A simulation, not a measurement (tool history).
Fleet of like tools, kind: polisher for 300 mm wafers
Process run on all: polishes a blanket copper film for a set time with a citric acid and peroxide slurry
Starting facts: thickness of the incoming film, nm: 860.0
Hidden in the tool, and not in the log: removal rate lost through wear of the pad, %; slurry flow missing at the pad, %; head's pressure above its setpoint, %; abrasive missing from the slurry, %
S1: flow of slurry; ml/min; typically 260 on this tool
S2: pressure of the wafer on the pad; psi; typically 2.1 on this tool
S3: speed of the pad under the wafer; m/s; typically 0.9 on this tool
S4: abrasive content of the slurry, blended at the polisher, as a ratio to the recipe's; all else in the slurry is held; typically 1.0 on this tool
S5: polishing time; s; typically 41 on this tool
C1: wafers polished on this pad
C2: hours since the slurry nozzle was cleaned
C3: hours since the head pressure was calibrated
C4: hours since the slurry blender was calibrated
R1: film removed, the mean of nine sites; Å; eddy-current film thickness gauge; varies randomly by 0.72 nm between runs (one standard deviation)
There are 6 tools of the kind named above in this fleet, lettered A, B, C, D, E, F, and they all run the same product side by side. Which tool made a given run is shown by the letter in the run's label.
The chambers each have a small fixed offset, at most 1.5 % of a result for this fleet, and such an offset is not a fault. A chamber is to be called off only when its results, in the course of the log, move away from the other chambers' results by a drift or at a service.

run   hour   S1   S2   S3   S4  S5    C1     C2     C3     C4      R1
       1.7  -- chamber B: worn pad replaced by a new one
       3.8  -- chamber E: slurry blender recalibrated
 1B    4.7  260  2.1  0.9  1.0  41    34  474.5   83.3   72.4  510.24
 2C    8.4  260  2.1  0.9  1.0  41   348  391.5    9.2  297.5  533.81
 3A   11.4  260  2.1  0.9  1.0  41   677  580.9  476.7   91.5  524.17
      14.7  -- chamber F: slurry blender recalibrated
 4F   15.2  260  2.1  0.9  1.0  41   682  294.4  740.7    0.6  518.72
 5D   18.9  260  2.1  0.9  1.0  41   570  342.7  479.0   22.7  519.06
      21.8  -- chamber D: head pressure recalibrated
 6E   22.4  260  2.1  0.9  1.0  41   602   90.3  619.7   18.7  537.26
      22.5  -- chamber F: worn pad replaced by a new one
 7F   26.8  260  2.7  0.9  1.0  41    48  306.0  752.3   12.2  684.84
 8C   31.0  260  2.7  0.9  1.0  41   604  414.1   31.8  320.1  668.96
 9B   34.2  260  2.7  0.9  1.0  41   368  504.0  112.8  101.9  670.91
10A   36.7  260  2.7  0.9  1.0  41   963  606.2  502.0  116.8  672.25
      38.8  -- chamber E: worn pad replaced by a new one
11E   41.4  260  2.7  0.9  1.0  41    29  109.3  638.7   37.7  662.74
12D   45.5  260  2.7  0.9  1.0  41   872  369.3   23.7   49.3  664.82
13E   48.4  260  2.1  0.9  1.0  41   109  116.3  645.7   44.7  531.51
      51.0  -- chamber C: worn pad replaced by a new one
14B   52.4  260  2.1  0.9  1.0  41   574  522.2  131.0  120.1  512.53
15C   55.6  260  2.1  0.9  1.0  41    52  438.7   56.4  344.7  536.97
16F   59.5  260  2.1  0.9  1.0  41   419  338.7  785.0   44.9  522.04
17D   64.1  260  2.1  0.9  1.1  41  1082  387.9   42.3   67.9  526.49
18A   66.9  260  2.1  0.9  1.1  41  1305  636.4  532.2  147.0  533.42
19A   69.4  260  2.1  0.9  1.1  41  1334  638.9  534.7  149.5  534.80
      73.3  -- chamber B: slurry nozzle cleaned
20D   74.1  260  2.1  0.9  1.1  41  1195  397.9   52.3   77.9  530.54
      75.0  -- chamber D: worn pad replaced by a new one
21E   78.5  260  2.1  0.9  1.1  41   449  146.4  675.8   74.8  535.22
      80.3  -- chamber B: worn pad replaced by a new one
22C   82.4  260  2.1  0.9  1.1  41   355  465.5   83.2  371.5  560.21
      82.8  -- chamber F: worn pad replaced by a new one
23B   86.8  260  2.1  0.9  1.0  41    73   13.6  165.4  154.5  522.81
24F   89.0  260  2.1  0.9  1.0  41    70  368.2  814.5   74.4  517.72
25C   93.0  260  2.1  0.9  1.0  41   475  476.1   93.8  382.1  527.12
26A   96.5  260  2.1  0.9  1.3  41  1640  666.0  561.8  176.6  525.17
27F   99.0  260  2.1  0.9  1.3  41   183  378.2  824.5   84.4  554.78
28D  102.8  260  2.1  0.9  1.3  41   315  426.6   81.0  106.6  556.65
29E  106.9  260  2.1  0.9  1.3  41   771  174.8  704.2  103.2  559.90
30B  109.2  260  2.1  0.9  1.3  41   327   36.0  187.8  176.9  551.32
31B  112.7  260  2.1  0.9  1.3  41   367   39.5  191.3  180.4  553.59
     114.4  -- chamber E: worn pad replaced by a new one
     115.1  -- chamber C: slurry blender recalibrated
32A  115.9  260  2.7  0.9  1.0  41  1860  685.4  581.2  196.0  633.04
     118.2  -- chamber F: head pressure recalibrated
33F  120.5  260  2.7  0.9  1.0  41   426  399.7    2.4  105.9  672.39
34C  123.7  260  2.7  0.9  1.0  41   823  506.8  124.5    8.6  673.45
35D  127.0  260  2.7  0.9  1.0  41   589  450.8  105.2  130.8  653.59
36E  131.6  260  2.7  0.9  1.0  41   195  199.5  728.9  127.9  682.83
37B  134.5  260  2.7  0.9  1.0  41   613   61.3  213.1  202.2  647.74
38F  138.9  185  2.7  0.9  1.0  41   635  418.1   20.8  124.3  646.74
     140.7  -- chamber C: worn pad replaced by a new one
39A  142.8  185  2.7  0.9  1.0  41  2164  712.3  608.1  222.9  577.82
40E  146.4  185  2.7  0.9  1.0  41   362  214.3  743.7  142.7  634.97
     149.5  -- chamber F: worn pad replaced by a new one
41C  150.6  185  2.7  0.9  1.0  41   112  533.7  151.4   35.5  644.93
42D  152.8  185  2.7  0.9  1.0  41   881  476.6  131.0  156.6  635.36
43F  155.7  185  2.7  0.9  1.0  41    70  434.9   37.6  141.1  635.82
44B  159.5  260  2.8  0.9  1.0  41   896   86.3  238.1  227.2  684.08

The same settings go to every chamber for the next run, one line per chamber below. Forecast the results for each:
45A  163.0  185  2.1  0.9  1.0  41                   ?
45B  163.0  185  2.1  0.9  1.0  41                   ?
45C  163.0  185  2.1  0.9  1.0  41                   ?
45D  163.0  185  2.1  0.9  1.0  41                   ?
45E  163.0  185  2.1  0.9  1.0  41                   ?
45F  163.0  185  2.1  0.9  1.0  41                   ?

run      R1
45A  445.89
45B  499.48
45C  504.82
45D  488.31
45E  511.87
45F  506.19
